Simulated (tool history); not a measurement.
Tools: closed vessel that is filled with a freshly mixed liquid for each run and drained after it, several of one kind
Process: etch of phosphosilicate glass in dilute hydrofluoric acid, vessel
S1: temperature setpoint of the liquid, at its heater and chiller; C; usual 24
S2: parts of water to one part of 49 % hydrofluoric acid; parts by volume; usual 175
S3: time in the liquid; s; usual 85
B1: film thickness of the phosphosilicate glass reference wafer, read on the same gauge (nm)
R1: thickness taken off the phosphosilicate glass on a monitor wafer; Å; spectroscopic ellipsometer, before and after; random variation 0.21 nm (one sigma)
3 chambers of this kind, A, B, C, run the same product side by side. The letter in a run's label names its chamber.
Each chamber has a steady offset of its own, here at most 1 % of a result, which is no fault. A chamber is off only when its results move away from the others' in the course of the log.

run 1A hour=11 | S1=24 S2=175 S3=85 | B1=109.98 | R1=431.25
run 2C hour=19.6 | S1=24 S2=175 S3=85 | B1=110.02 | R1=432.48
run 3B hour=30.5 | S1=24 S2=175 S3=85 | B1=109.99 | R1=431.54
run 4B hour=41 | S1=24 S2=175 S3=85 | B1=109.97 | R1=430.23
run 5C hour=49.1 | S1=26.5 S2=105 S3=85 | B1=109.99 | R1=860.17
run 6A hour=63.1 | S1=26.5 S2=105 S3=85 | B1=110 | R1=851.88
run 7C hour=73.1 | S1=26.5 S2=105 S3=85 | B1=110 | R1=859.77
run 8A hour=84.7 | S1=24 S2=175 S3=85 | B1=109.98 | R1=429.44
run 9B hour=98.5 | S1=24 S2=175 S3=85 | B1=110.01 | R1=427.16
run 10A hour=111.7 | S1=20.5 S2=215 S3=85 | B1=109.97 | R1=295.71
-- hour=113.5 chamber C: hydrofluoric acid flow meter replaced
run 11B hour=124.3 | S1=20.5 S2=215 S3=85 | B1=109.99 | R1=291.82
run 12C hour=138.4 | S1=20.5 S2=215 S3=85 | B1=110 | R1=292.01
run 13C hour=151 | S1=24 S2=175 S3=85 | B1=109.99 | R1=425.1
run 14A hour=162.1 | S1=24 S2=175 S3=85 | B1=109.99 | R1=431.58
run 15B hour=171.1 | S1=24 S2=175 S3=70 | B1=109.99 | R1=353.13
run 16C hour=179.5 | S1=24 S2=175 S3=70 | B1=110.01 | R1=350.27
run 17A hour=188.7 | S1=24 S2=175 S3=70 | B1=109.99 | R1=353.26
run 18B hour=202.4 | S1=24 S2=225 S3=85 | B1=109.98 | R1=317.04
run 19B hour=217.5 | S1=24 S2=225 S3=85 | B1=110 | R1=317.56
run 20A hour=226.4 | S1=24 S2=225 S3=85 | B1=110.04 | R1=316.88
run 21C hour=238.8 | S1=24 S2=175 S3=85 | B1=110.01 | R1=420.03
run 22C hour=247.5 | S1=24 S2=175 S3=85 | B1=110.02 | R1=418.45
run 23B hour=260.4 | S1=24 S2=175 S3=85 | B1=109.97 | R1=429.3
-- hour=270.3 chamber A: hydrofluoric acid flow meter replaced
run 24A hour=273.5 | S1=24 S2=175 S3=85 | B1=110.02 | R1=426.89
run 25A hour=284.2 | S1=24 S2=175 S3=85 | B1=109.98 | R1=428.66
run 26B hour=298.4 | S1=24 S2=175 S3=85 | B1=109.99 | R1=424.42
run 27C hour=312.3 | S1=24 S2=175 S3=85 | B1=109.99 | R1=418.95
-- hour=315.5 chamber B: thermometer replaced
run 28C hour=320.7 | S1=24 S2=205 S3=85 | B1=109.99 | R1=343.03
run 29A hour=328 | S1=24 S2=205 S3=85 | B1=110 | R1=357.54
run 30B hour=337.2 | S1=24 S2=205 S3=85 | B1=110 | R1=353.84
run 31B hour=345.2 | S1=24 S2=175 S3=85 | B1=110.01 | R1=430.25
run 32A hour=359.8 | S1=24 S2=175 S3=85 | B1=109.99 | R1=430.15
run 33C hour=374.9 | S1=24 S2=175 S3=85 | B1=109.98 | R1=415
run 34A hour=388 | S1=24 S2=175 S3=85 | B1=110.02 | R1=430.04
run 35B hour=397 | S1=24 S2=175 S3=85 | B1=110 | R1=430

Next, every chamber runs the same settings. What will each give?
run 36A hour=408 | S1=24 S2=260 S3=85 | R1=?
run 36B hour=408 | S1=24 S2=260 S3=85 | R1=?
run 36C hour=408 | S1=24 S2=260 S3=85 | R1=?

run=36A R1=262.81
run=36B R1=263.95
run=36C R1=252.02
